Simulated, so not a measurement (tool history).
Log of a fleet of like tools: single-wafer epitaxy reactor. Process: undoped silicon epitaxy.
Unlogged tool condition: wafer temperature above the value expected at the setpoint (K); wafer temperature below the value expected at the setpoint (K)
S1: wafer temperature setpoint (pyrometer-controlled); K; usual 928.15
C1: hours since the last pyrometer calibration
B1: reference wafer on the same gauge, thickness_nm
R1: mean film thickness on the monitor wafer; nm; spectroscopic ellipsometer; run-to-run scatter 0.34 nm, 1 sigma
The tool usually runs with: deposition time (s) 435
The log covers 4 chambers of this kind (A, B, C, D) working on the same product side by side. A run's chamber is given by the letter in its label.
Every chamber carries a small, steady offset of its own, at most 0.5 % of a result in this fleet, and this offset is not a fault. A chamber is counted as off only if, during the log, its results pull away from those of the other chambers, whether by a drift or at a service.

{"run": "1A", "hour": 7.4, "S1": 928.15, "deposition time (s)": 435, "C1": 42.7, "B1": 70.386, "R1": 82.238}
{"run": "2C", "hour": 19.5, "S1": 928.15, "deposition time (s)": 435, "C1": 1577.4, "B1": 70.462, "R1": 80.942}
{"run": "3D", "hour": 25.6, "S1": 928.15, "deposition time (s)": 435, "C1": 2455.2, "B1": 70.344, "R1": 81.216}
{"run": "4B", "hour": 32.1, "S1": 928.15, "deposition time (s)": 435, "C1": 977.1, "B1": 70.417, "R1": 81.603}
{"run": "5C", "hour": 40.1, "S1": 928.15, "deposition time (s)": 435, "C1": 1598.0, "B1": 70.384, "R1": 81.606}
{"run": "6B", "hour": 46.8, "S1": 928.15, "deposition time (s)": 435, "C1": 991.8, "B1": 70.389, "R1": 81.54}
{"run": "7A", "hour": 56.4, "S1": 928.15, "deposition time (s)": 435, "C1": 91.7, "B1": 70.388, "R1": 82.072}
{"run": "8D", "hour": 67.0, "S1": 928.15, "deposition time (s)": 435, "C1": 2496.6, "B1": 70.386, "R1": 81.102}
{"run": "9A", "hour": 78.2, "S1": 917.15, "deposition time (s)": 464, "C1": 113.5, "B1": 70.459, "R1": 68.357}
{"run": "10D", "hour": 90.5, "S1": 917.15, "deposition time (s)": 464, "C1": 2520.1, "B1": 70.48, "R1": 67.993}
{"run": "11B", "hour": 101.0, "S1": 917.15, "deposition time (s)": 464, "C1": 1046.0, "B1": 70.334, "R1": 68.025}
{"run": "12C", "hour": 107.2, "S1": 917.15, "deposition time (s)": 464, "C1": 1665.1, "B1": 70.484, "R1": 68.115}
{"run": "13C", "hour": 118.8, "S1": 928.15, "deposition time (s)": 435, "C1": 1676.7, "B1": 70.385, "R1": 81.354}
{"run": "14B", "hour": 130.8, "S1": 928.15, "deposition time (s)": 435, "C1": 1075.8, "B1": 70.423, "R1": 80.608}
{"run": "15D", "hour": 137.3, "S1": 928.15, "deposition time (s)": 435, "C1": 2566.9, "B1": 70.42, "R1": 80.69}
{"run": "16A", "hour": 149.1, "S1": 928.15, "deposition time (s)": 435, "C1": 184.4, "B1": 70.358, "R1": 81.992}
{"run": "17D", "hour": 162.1, "S1": 937.15, "deposition time (s)": 489, "C1": 2591.7, "B1": 70.378, "R1": 110.07}
{"run": "18B", "hour": 171.0, "S1": 937.15, "deposition time (s)": 489, "C1": 1116.0, "B1": 70.417, "R1": 109.87}
{"run": "19A", "hour": 183.7, "S1": 937.15, "deposition time (s)": 489, "C1": 219.0, "B1": 70.378, "R1": 111.63}
{"run": "20C", "hour": 193.1, "S1": 937.15, "deposition time (s)": 489, "C1": 1751.0, "B1": 70.436, "R1": 110.51}
{"run": "21C", "hour": 202.7, "S1": 928.15, "deposition time (s)": 435, "C1": 1760.6, "B1": 70.407, "R1": 81.06}
{"run": "22D", "hour": 212.7, "S1": 928.15, "deposition time (s)": 435, "C1": 2642.3, "B1": 70.482, "R1": 80.713}
{"run": "23B", "hour": 220.4, "S1": 928.15, "deposition time (s)": 435, "C1": 1165.4, "B1": 70.382, "R1": 79.787}
{"run": "24A", "hour": 231.8, "S1": 928.15, "deposition time (s)": 435, "C1": 267.1, "B1": 70.384, "R1": 81.318}
{"run": "25A", "hour": 241.1, "S1": 928.15, "deposition time (s)": 435, "C1": 276.4, "B1": 70.401, "R1": 81.453}
{"run": "26B", "hour": 247.3, "S1": 928.15, "deposition time (s)": 435, "C1": 1192.3, "B1": 70.358, "R1": 79.861}
{"run": "27D", "hour": 254.4, "S1": 941.15, "deposition time (s)": 407, "C1": 2684.0, "B1": 70.381, "R1": 99.939}
{"run": "28C", "hour": 262.4, "S1": 941.15, "deposition time (s)": 407, "C1": 1820.3, "B1": 70.418, "R1": 100.24}
{"run": "29D", "hour": 272.6, "S1": 941.15, "deposition time (s)": 407, "C1": 2702.2, "B1": 70.437, "R1": 100.25}
{"run": "30C", "hour": 285.1, "S1": 941.15, "deposition time (s)": 407, "C1": 1843.0, "B1": 70.445, "R1": 100.4}
{"run": "31A", "hour": 293.7, "S1": 928.15, "deposition time (s)": 435, "C1": 329.0, "B1": 70.405, "R1": 81.477}
{"run": "32B", "hour": 304.5, "S1": 919.15, "deposition time (s)": 378, "C1": 1249.5, "B1": 70.378, "R1": 56.764}
{"run": "33D", "hour": 313.8, "S1": 919.15, "deposition time (s)": 378, "C1": 2743.4, "B1": 70.355, "R1": 57.893}
{"run": "34C", "hour": 324.7, "S1": 919.15, "deposition time (s)": 378, "C1": 1882.6, "B1": 70.436, "R1": 58.158}
{"run": "35B", "hour": 330.8, "S1": 919.15, "deposition time (s)": 378, "C1": 1275.8, "B1": 70.28, "R1": 56.095}
{"run": "36A", "hour": 337.1, "S1": 928.15, "deposition time (s)": 435, "C1": 372.4, "B1": 70.441, "R1": 81.91}

One chamber off, gauge drift, or nothing amiss beyond the chambers' own small offsets? If it is a chamber, which one, and what is the likeliest cause?

One chamber, B, drifts off from the rest bit by bit.
Likeliest cause: wafer temperature below the value expected at the setpoint (K) = 1.52.

Which of the 4 candidates below, each the usual settings with something changed and its results left as question marks, puts chamber B back in line with what the other chambers give on the usual settings?
Maximum distance from the other chambers' mean on the usual settings for a result to count as in line: R1 1.200 nm
{"run": "37B-1", "hour": 347.0, "S1": 928.15, "deposition time (s)": 436, "R1": "?"}
{"run": "37B-2", "hour": 347.0, "S1": 928.15, "deposition time (s)": 421, "R1": "?"}
{"run": "37B-3", "hour": 347.0, "S1": 929.15, "deposition time (s)": 439, "R1": "?"}
{"run": "37B-4", "hour": 347.0, "S1": 928.15, "deposition time (s)": 434, "R1": "?"}

Usual-settings mean across the other chambers: R1 81.340 nm
run=37B-1 R1=78.941
run=37B-2 R1=76.225
run=37B-3 R1=81.215
run=37B-4 R1=78.579
Change 37B-3 lands the chamber within the allowed miss of the other chambers.
